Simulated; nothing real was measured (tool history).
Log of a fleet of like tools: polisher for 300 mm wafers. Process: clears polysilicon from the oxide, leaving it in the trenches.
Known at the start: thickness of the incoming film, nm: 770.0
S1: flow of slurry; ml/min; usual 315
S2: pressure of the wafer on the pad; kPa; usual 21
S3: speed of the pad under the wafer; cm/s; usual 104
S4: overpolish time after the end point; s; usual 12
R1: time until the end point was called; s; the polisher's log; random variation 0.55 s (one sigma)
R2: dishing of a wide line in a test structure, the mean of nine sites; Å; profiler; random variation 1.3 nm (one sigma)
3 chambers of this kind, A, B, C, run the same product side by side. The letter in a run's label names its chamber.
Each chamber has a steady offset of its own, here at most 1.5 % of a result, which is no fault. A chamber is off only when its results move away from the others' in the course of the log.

At hour 4.2: chamber C: worn pad replaced by a new one.
Run 1B, hour 10.3: usual settings. Result: R1 46.446 s, R2 811.22 Å.
Run 2A, hour 17.2: usual settings. Result: R1 46.01 s, R2 818.3 Å.
Run 3C, hour 27.6: usual settings. Result: R1 46.772 s, R2 794.56 Å.
Run 4B, hour 35.4: usual settings. Result: R1 45.92 s, R2 812.3 Å.
Run 5A, hour 44.4: usual settings. Result: R1 46.459 s, R2 784.35 Å.
At hour 50.5: chamber B: slurry nozzle cleaned.
Run 6C, hour 51.6: usual settings. Result: R1 46.845 s, R2 802.73 Å.
Run 7C, hour 57.4: usual settings. Result: R1 47.19 s, R2 808.99 Å.
Run 8B, hour 63.6: usual settings. Result: R1 46.222 s, R2 802.34 Å.
Run 9A, hour 72.6: usual settings. Result: R1 46.854 s, R2 801.98 Å.
At hour 73.1: chamber A: worn pad replaced by a new one.
At hour 73.2: chamber B: worn pad replaced by a new one.
Run 10C, hour 83.4: usual settings but S3 78 cm/s. Result: R1 61.165 s, R2 721.56 Å.
Run 11A, hour 91.2: usual settings but S3 78 cm/s. Result: R1 62.165 s, R2 742.48 Å.
Run 12B, hour 100.6: usual settings but S3 78 cm/s. Result: R1 61.082 s, R2 738.45 Å.
Run 13C, hour 108.5: usual settings but S1 420 ml/min, S4 18 s. Result: R1 45.547 s, R2 858.15 Å.
Run 14B, hour 117: usual settings but S1 420 ml/min, S4 18 s. Result: R1 45.876 s, R2 843.5 Å.
Run 15A, hour 124.6: usual settings but S1 420 ml/min, S4 18 s. Result: R1 45.554 s, R2 867.51 Å.
At hour 130.1: chamber C: worn pad replaced by a new one.
Run 16B, hour 132.6: usual settings. Result: R1 45.928 s, R2 804.62 Å.
Run 17A, hour 140.2: usual settings. Result: R1 46.041 s, R2 808.23 Å.
Run 18C, hour 145.4: usual settings. Result: R1 46.928 s, R2 779.19 Å.
Run 19A, hour 152.1: usual settings but S4 6 s. Result: R1 47.081 s, R2 605.31 Å.
Run 20B, hour 160.6: usual settings but S4 6 s. Result: R1 46.333 s, R2 591.31 Å.
At hour 163: chamber C: slurry nozzle cleaned.
Run 21C, hour 171.1: usual settings but S4 6 s. Result: R1 46.458 s, R2 600.64 Å.
Run 22B, hour 180.7: usual settings. Result: R1 46.849 s, R2 792.52 Å.
Run 23A, hour 185.9: usual settings. Result: R1 47.381 s, R2 805.9 Å.

All 3 chambers run these settings next. Forecast each chamber's results:
Run 24A, hour 194.3: usual settings. Result: R1 ?, R2 ?.
Run 24B, hour 194.3: usual settings. Result: R1 ?, R2 ?.
Run 24C, hour 194.3: usual settings. Result: R1 ?, R2 ?.

run      R1      R2
24A  47.602  808.43
24B  45.542  804.39
24C  46.168  813.08
